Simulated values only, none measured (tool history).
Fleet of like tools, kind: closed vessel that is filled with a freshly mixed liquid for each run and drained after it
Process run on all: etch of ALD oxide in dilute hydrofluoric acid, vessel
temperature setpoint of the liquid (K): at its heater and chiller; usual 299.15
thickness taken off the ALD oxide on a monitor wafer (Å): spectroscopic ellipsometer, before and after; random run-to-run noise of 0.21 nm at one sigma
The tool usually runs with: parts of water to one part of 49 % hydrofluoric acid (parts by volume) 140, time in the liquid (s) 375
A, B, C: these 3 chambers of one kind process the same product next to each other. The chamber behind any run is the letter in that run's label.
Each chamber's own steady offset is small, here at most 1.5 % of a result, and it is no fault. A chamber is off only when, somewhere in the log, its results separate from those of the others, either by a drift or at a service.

| run | hour | temperature setpoint of the liquid (K) | parts of water to one part of 49 % hydrofluoric acid (parts by volume) | time in the liquid (s) | hours since the thermometer was replaced | hours since the hydrofluoric acid flow meter was replaced | read-back film thickness of the ALD oxide reference wafer, read on the same gauge (nm) | thickness taken off the ALD oxide on a monitor wafer (Å) |
|---|---|---|---|---|---|---|---|---|
| 1B | 3.0 | 299.15 | 140 | 375 | 463.6 | 161.1 | 149.96 | 275.68 |
| 2A | 5.4 | 299.15 | 140 | 375 | 2020.5 | 895.6 | 150.00 | 263.35 |
| 3C | 8.6 | 299.15 | 140 | 375 | 841.7 | 731.1 | 150.02 | 267.39 |
| 4A | 11.7 | 299.15 | 140 | 375 | 2026.8 | 901.9 | 150.00 | 270.02 |
| 5C | 15.3 | 299.15 | 140 | 375 | 848.4 | 737.8 | 149.98 | 270.89 |
| 6B | 18.8 | 299.15 | 140 | 375 | 479.4 | 176.9 | 149.97 | 270.92 |
| 7A | 21.9 | 299.15 | 140 | 375 | 2037.0 | 912.1 | 149.95 | 263.97 |
| 8B | 24.0 | 299.15 | 140 | 375 | 484.6 | 182.1 | 150.01 | 275.36 |
| 9C | 28.0 | 299.15 | 140 | 375 | 861.1 | 750.5 | 150.06 | 269.39 |
| 10A | 32.2 | 299.15 | 140 | 375 | 2047.3 | 922.4 | 149.99 | 265.00 |
| 11C | 35.8 | 299.15 | 140 | 590 | 868.9 | 758.3 | 150.03 | 421.61 |
| 12B | 39.5 | 299.15 | 140 | 590 | 500.1 | 197.6 | 150.04 | 428.46 |
| 13B | 42.9 | 299.15 | 140 | 590 | 503.5 | 201.0 | 150.00 | 423.11 |
| 14C | 45.7 | 299.15 | 140 | 375 | 878.8 | 768.2 | 149.99 | 271.49 |
| 15A | 49.8 | 299.15 | 140 | 375 | 2064.9 | 940.0 | 150.01 | 269.94 |
| 16A | 53.8 | 299.15 | 140 | 375 | 2068.9 | 944.0 | 150.03 | 270.61 |
| 17B | 55.9 | 299.15 | 140 | 375 | 516.5 | 214.0 | 150.00 | 275.71 |
| 18C | 59.2 | 299.15 | 140 | 375 | 892.3 | 781.7 | 149.98 | 270.10 |
| 19A | 61.1 | 299.15 | 140 | 375 | 2076.2 | 951.3 | 149.97 | 269.29 |
| 20C | 63.9 | 299.15 | 95 | 375 | 897.0 | 786.4 | 149.97 | 424.93 |
| 21B | 68.3 | 299.15 | 95 | 375 | 528.9 | 226.4 | 149.99 | 431.91 |
| 22B | 70.7 | 299.15 | 95 | 375 | 531.3 | 228.8 | 149.98 | 436.70 |
| 23C | 73.8 | 297.15 | 140 | 300 | 906.9 | 796.3 | 150.01 | 201.84 |
| 24A | 76.4 | 297.15 | 140 | 300 | 2091.5 | 966.6 | 149.96 | 201.68 |
| 25C | 80.6 | 297.15 | 140 | 300 | 913.7 | 803.1 | 150.00 | 200.12 |
| 26A | 84.1 | 299.15 | 140 | 375 | 2099.2 | 974.3 | 149.99 | 267.93 |
|  | 84.4 | chamber C: thermometer replaced |
| 27B | 87.8 | 299.15 | 140 | 375 | 548.4 | 245.9 | 150.02 | 281.47 |
| 28B | 90.1 | 299.15 | 140 | 375 | 550.7 | 248.2 | 150.01 | 283.63 |
| 29A | 94.2 | 299.15 | 140 | 375 | 2109.3 | 984.4 | 149.99 | 264.01 |
| 30C | 97.8 | 299.15 | 140 | 375 | 13.5 | 820.3 | 150.00 | 268.69 |
| 31B | 102.2 | 299.15 | 140 | 375 | 562.8 | 260.3 | 150.02 | 282.98 |
| 32C | 104.9 | 299.15 | 140 | 375 | 20.6 | 827.4 | 150.01 | 268.36 |
| 33A | 108.6 | 299.15 | 140 | 375 | 2123.7 | 998.8 | 149.99 | 271.71 |
| 34B | 111.3 | 299.15 | 140 | 375 | 571.9 | 269.4 | 150.02 | 284.61 |
| 35C | 114.6 | 299.15 | 140 | 375 | 30.3 | 837.1 | 149.96 | 268.84 |
| 36A | 118.8 | 299.15 | 140 | 375 | 2133.9 | 1009.0 | 150.02 | 269.66 |
| 37A | 122.0 | 299.15 | 140 | 375 | 2137.1 | 1012.2 | 149.99 | 267.17 |
| 38B | 124.9 | 299.15 | 140 | 375 | 585.5 | 283.0 | 150.00 | 289.76 |
| 39C | 129.0 | 299.15 | 140 | 375 | 44.7 | 851.5 | 149.99 | 266.86 |
| 40A | 132.2 | 299.15 | 140 | 375 | 2147.3 | 1022.4 | 150.07 | 269.77 |
| 41B | 134.6 | 299.15 | 140 | 375 | 595.2 | 292.7 | 150.01 | 292.53 |

Next, all 3 chambers run the settings below, one line each with question marks for the results. What does each chamber give?
| 42A | 137.8 | 299.15 | 170 | 375 |  |  |  | ? |
| 42B | 137.8 | 299.15 | 170 | 375 |  |  |  | ? |
| 42C | 137.8 | 299.15 | 170 | 375 |  |  |  | ? |

| run | thickness taken off the ALD oxide on a monitor wafer (Å) |
|---|---|
| 42A | 215.33 |
| 42B | 231.45 |
| 42C | 214.38 |
